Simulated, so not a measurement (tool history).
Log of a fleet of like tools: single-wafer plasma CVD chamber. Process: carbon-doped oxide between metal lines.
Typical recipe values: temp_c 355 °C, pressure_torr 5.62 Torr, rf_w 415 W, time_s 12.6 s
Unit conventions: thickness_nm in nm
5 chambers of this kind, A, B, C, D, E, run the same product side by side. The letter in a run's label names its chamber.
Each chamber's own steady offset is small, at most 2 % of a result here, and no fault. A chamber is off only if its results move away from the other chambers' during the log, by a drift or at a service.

run   hour  temp_c  pressure_torr  rf_w  time_s  hours since the last thermocouple change  hours since the last RF generator calibration  hours since the last manometer calibration  read-back reference wafer on the same gauge, thickness_nm  thickness_nm
 1C   14.8     355           5.62   415    12.6                                     511.5                                         1701.4                                      1401.8                                                     59.887        57.699
 2D   26.1     355           5.62   415    12.6                                    1123.7                                         1677.6                                       712.3                                                     59.771         56.06
 3B   39.3     355           5.62   415    12.6                                     578.8                                          222.2                                      1596.6                                                      59.84        57.771
 4A   50.5     355           5.62   415    12.6                                    2089.5                                          868.4                                      1107.5                                                     59.832        57.561
 5E   65.4     355           5.62   415    12.6                                    1072.8                                         1528.8                                       294.8                                                     59.812        57.081
 6C   79.8     355           5.62   415    12.6                                     576.5                                         1766.4                                      1466.8                                                     59.773        57.648
 7E     89     355           5.62   415    12.6                                    1096.4                                         1552.4                                       318.4                                                     59.816        57.078
 8B   96.8     349           5.62   335    12.6                                     636.3                                          279.7                                      1654.1                                                     59.846        49.684
 9A  104.4     349           5.62   335    12.6                                    2143.4                                          922.3                                      1161.4                                                     59.797        49.193
10D  119.7     349           5.62   335    12.6                                    1217.3                                         1771.2                                       805.9                                                     59.826        48.347
11C  134.2     349           5.62   335    12.6                                     630.9                                         1820.8                                      1521.2                                                     59.795        49.603
12A  144.1     349           5.62   335    12.6                                    2183.1                                            962                                      1201.1                                                     59.822        49.472
13D  154.1     345           5.62   495    12.6                                    1251.7                                         1805.6                                       840.3                                                     59.832        66.086
     156.6  -- chamber B: capacitance manometer re-zeroed and calibrated
14B  168.4     345           5.62   495    12.6                                     707.9                                          351.3                                        11.8                                                     59.816        67.456
     172.4  -- chamber A: RF generator calibrated
15E  177.2     345           5.62   495    12.6                                    1184.6                                         1640.6                                       406.6                                                     59.769        67.384
16C  188.3     345           5.62   495    12.6                                       685                                         1874.9                                      1575.3                                                     59.848        67.813
17B  196.5     345           5.62   495    12.6                                       736                                          379.4                                        39.9                                                      59.84        67.171
18E  210.2     355           5.62   415    12.6                                    1217.6                                         1673.6                                       439.6                                                     59.843        57.535
19A  223.6     355           5.62   415    12.6                                    2262.6                                           51.2                                      1280.6                                                     59.879        56.379
20D  234.2     355           5.62   415    12.6                                    1331.8                                         1885.7                                       920.4                                                     59.783        56.489
21A  247.8     367           5.62   350    12.6                                    2286.8                                           75.4                                      1304.8                                                     59.724        49.174
22E  255.5     367           5.62   350    12.6                                    1262.9                                         1718.9                                       484.9                                                     59.744        48.376
23B  270.3     367           5.62   350    12.6                                     809.8                                          453.2                                       113.7                                                     59.881        49.219
24D  276.9     367           5.62   350    12.6                                    1374.5                                         1928.4                                       963.1                                                     59.813         48.01
25C    285     367           5.62   350    12.6                                     781.7                                         1971.6                                        1672                                                      59.75        48.578
26D  291.7     355           5.62   415    12.6                                    1389.3                                         1943.2                                       977.9                                                     59.757        56.525
27A  301.4     355           5.62   415    12.6                                    2340.4                                            129                                      1358.4                                                     59.843        56.587
28C  308.7     355           5.62   415    12.6                                     805.4                                         1995.3                                      1695.7                                                      59.78        57.261
29B  317.6     355           5.62   415    12.6                                     857.1                                          500.5                                         161                                                     59.832        57.195
30E  327.1     355           5.62   415    14.3                                    1334.5                                         1790.5                                       556.5                                                     59.827        64.835
     331.7  -- chamber C: RF generator calibrated
     337.5  -- chamber D: RF generator calibrated
31E  339.6     355           5.62   415    14.3                                      1347                                           1803                                         569                                                       59.8        65.518
32B  348.7     355           5.62   415    14.3                                     888.2                                          531.6                                       192.1                                                      59.78        65.187
33A  363.5     355           5.62   415    14.3                                    2402.5                                          191.1                                      1420.5                                                     59.757        65.248
34D  373.3     355           5.62   415    14.3                                    1470.9                                           35.9                                      1059.5                                                     59.713        63.377
35C  381.9     355           6.76   415    11.6                                     878.6                                           50.2                                      1768.9                                                     59.759        54.254
36A  396.1     355           6.76   415    11.6                                    2435.1                                          223.7                                      1453.1                                                     59.799        53.432
37D  407.2     355           6.76   415    11.6                                    1504.8                                           69.8                                      1093.4                                                     59.851        52.562
38E  413.9     355           6.76   415    11.6                                    1421.3                                         1877.3                                       643.3                                                     59.765        53.532
39C  425.5     355           6.76   415    11.6                                     922.2                                           93.8                                      1812.5                                                     59.838        54.623
40B  438.9     355           6.94   415      14                                     978.4                                          621.8                                       282.3                                                      59.82        64.919
41A  450.9     355           6.94   415      14                                    2489.9                                          278.5                                      1507.9                                                     59.702         64.97

Is one chamber out of step, is the gauge drifting, or do the chambers differ by no more than their own small offsets? For an off chamber, give its letter and the likeliest cause.

Neither any chamber nor the gauge drifts; the chambers differ only by their own small, steady offsets.

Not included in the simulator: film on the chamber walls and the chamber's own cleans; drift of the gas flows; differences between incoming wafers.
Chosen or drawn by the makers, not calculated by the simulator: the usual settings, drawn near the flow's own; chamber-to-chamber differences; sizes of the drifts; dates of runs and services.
